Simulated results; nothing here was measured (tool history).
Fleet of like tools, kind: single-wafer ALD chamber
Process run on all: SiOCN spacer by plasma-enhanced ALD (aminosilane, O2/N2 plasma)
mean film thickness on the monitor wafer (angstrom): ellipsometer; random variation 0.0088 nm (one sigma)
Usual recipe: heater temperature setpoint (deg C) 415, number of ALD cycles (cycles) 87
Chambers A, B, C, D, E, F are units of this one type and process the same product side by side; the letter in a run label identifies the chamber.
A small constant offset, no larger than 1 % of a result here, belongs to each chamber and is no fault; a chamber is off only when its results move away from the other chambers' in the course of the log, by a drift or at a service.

run   hour  heater temperature setpoint (deg C)  number of ALD cycles (cycles)  read-back reference wafer on the same gauge, thickness_nm  mean film thickness on the monitor wafer (angstrom)
 1B    6.5                                  415                             87                                                     4.1007                                               50.176
 2C   14.4                                  415                             87                                                     4.1015                                               50.038
 3A   18.3                                  415                             87                                                     4.1007                                               49.961
 4F   24.4                                  415                             87                                                     4.1049                                               50.445
 5E   29.8                                  415                             87                                                     4.1032                                               50.724
 6D   34.4                                  415                             87                                                     4.1030                                               49.984
 7A   42.0                                  415                             87                                                     4.1060                                               50.018
 8C   47.8                                  415                             87                                                     4.1062                                               50.264
 9F   54.7                                  415                             87                                                     4.1046                                               50.504
10B   60.7                                  409                            102                                                     4.1063                                               59.915
11E   67.1                                  409                            102                                                     4.1077                                               60.433
12D   72.6                                  409                            102                                                     4.1089                                               59.826
13C   80.7                                  409                            102                                                     4.1070                                               60.061
14D   84.8                                  409                            102                                                     4.1068                                               59.898
15A   90.5                                  409                            102                                                     4.1118                                               60.049
16F   96.1                                  415                             87                                                     4.1111                                               50.497
17B  100.6                                  415                             87                                                     4.1115                                               50.287
18E  108.4                                  415                             87                                                     4.1117                                               50.974
     110.7  -- chamber C: thermocouple changed; heater temperature recalibrated
19E  114.0                                  415                             87                                                     4.1111                                               50.845
20D  119.0                                  406                            100                                                     4.1113                                               59.354
21B  125.4                                  406                            100                                                     4.1129                                               59.405
22A  131.9                                  406                            100                                                     4.1146                                               59.231
23F  137.0                                  406                            100                                                     4.1141                                               59.839
24C  140.5                                  406                            100                                                     4.1149                                               59.390
25D  145.9                                  406                            100                                                     4.1156                                               59.411
26B  151.6                                  415                             87                                                     4.1171                                               50.318
27C  156.7                                  415                             87                                                     4.1162                                               50.316
28E  164.4                                  415                             77                                                     4.1191                                               45.119
29F  171.6                                  415                             77                                                     4.1175                                               44.933
30A  178.2                                  415                             77                                                     4.1218                                               44.628
31C  182.6                                  415                             77                                                     4.1197                                               44.575
32E  187.5                                  415                             77                                                     4.1214                                               45.038
33D  194.3                                  415                             77                                                     4.1214                                               44.471
     200.3  -- chamber E: thermocouple changed; heater temperature recalibrated
34A  201.4                                  415                             87                                                     4.1230                                               50.248
35B  208.6                                  415                             87                                                     4.1242                                               50.407
36F  215.8                                  415                             87                                                     4.1238                                               50.870
37C  221.0                                  415                             87                                                     4.1233                                               50.297
38A  227.3                                  415                             87                                                     4.1250                                               50.224
39B  231.8                                  425                             73                                                     4.1230                                               40.908
40D  238.6                                  425                             73                                                     4.1267                                               41.008
41F  246.0                                  425                             73                                                     4.1268                                               41.251
42E  251.9                                  425                             73                                                     4.1279                                               41.332
43B  255.8                                  425                             73                                                     4.1275                                               41.179
44A  262.8                                  425                             73                                                     4.1278                                               40.943

Does one chamber stand apart from the rest, does the shared gauge drift, or is all well apart from small per-chamber offsets? Give the chamber and the most likely cause, where there is one.

It is the gauge, not a chamber: its drift shows up in every chamber's results at once, and no chamber is off.
Cause: gauge reads high (%) = 0.715.

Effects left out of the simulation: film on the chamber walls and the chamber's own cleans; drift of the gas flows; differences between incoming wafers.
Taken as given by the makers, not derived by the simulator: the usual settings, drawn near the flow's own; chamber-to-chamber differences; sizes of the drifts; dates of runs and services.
